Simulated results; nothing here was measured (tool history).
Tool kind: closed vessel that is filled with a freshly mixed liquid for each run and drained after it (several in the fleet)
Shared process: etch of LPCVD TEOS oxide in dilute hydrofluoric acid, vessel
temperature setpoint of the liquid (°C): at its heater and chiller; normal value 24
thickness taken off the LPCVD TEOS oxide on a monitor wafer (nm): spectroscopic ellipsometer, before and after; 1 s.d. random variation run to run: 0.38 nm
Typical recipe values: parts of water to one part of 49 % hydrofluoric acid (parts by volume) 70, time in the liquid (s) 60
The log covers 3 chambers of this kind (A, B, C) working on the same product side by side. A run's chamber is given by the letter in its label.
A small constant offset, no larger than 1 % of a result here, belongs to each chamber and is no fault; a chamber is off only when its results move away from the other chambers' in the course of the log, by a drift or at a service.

run,day,temperature setpoint of the liquid (°C),parts of water to one part of 49 % hydrofluoric acid (parts by volume),time in the liquid (s),hours since the thermometer was replaced,hours since the hydrofluoric acid flow meter was replaced,"read-back film thickness of the LPCVD TEOS oxide reference wafer, read on the same gauge (nm)",thickness taken off the LPCVD TEOS oxide on a monitor wafer (nm)
1B,0.25,24,70,60,209.8,876.4,29.989,49.792
2C,0.5,24,70,60,410.1,773.5,30.015,50.416
3A,0.846,24,70,60,1425,499.7,30.016,49.464
4A,1.121,24,70,60,1431.6,506.3,30.008,49.485
5C,1.312,24,70,60,429.6,793,30.003,51.514
6B,1.488,24,70,60,239.5,906.1,30,49.737
7A,1.792,24,70,60,1447.7,522.4,29.984,49.499
8C,2.129,20.5,100,60,449.2,812.6,29.983,30.138
9B,2.375,20.5,100,60,260.8,927.4,30.001,29.089
10B,2.754,20.5,100,60,269.9,936.5,30.011,29.206
11A,2.983,24,70,60,1476.3,551,29.974,49.584
12C,3.267,24,70,60,476.5,839.9,30.004,53.527
13A,3.579,24,95,60,1490.6,565.3,30,35.222
14C,3.775,24,95,60,488.7,852.1,29.985,38.317
15B,4.112,24,95,60,302.5,969.1,30.023,35.109
16B,4.362,24,70,60,308.5,975.1,29.975,49.432
17C,4.575,24,70,60,507.9,871.3,29.998,54.439
18A,4.95,22,50,60,1523.5,598.2,29.983,66.436
19A,5.208,22,50,60,1529.7,604.4,29.981,66.554
20B,5.421,22,50,60,333.9,1000.5,30.022,66.051
21C,5.696,24,70,60,534.8,898.2,29.981,55.084

All 3 chambers run these settings next. Forecast each chamber's results:
22A,5.975,24,95,60,,,,?
22B,5.975,24,95,60,,,,?
22C,5.975,24,95,60,,,,?

run,thickness taken off the LPCVD TEOS oxide on a monitor wafer (nm)
22A,35.267
22B,35.023
22C,39.321
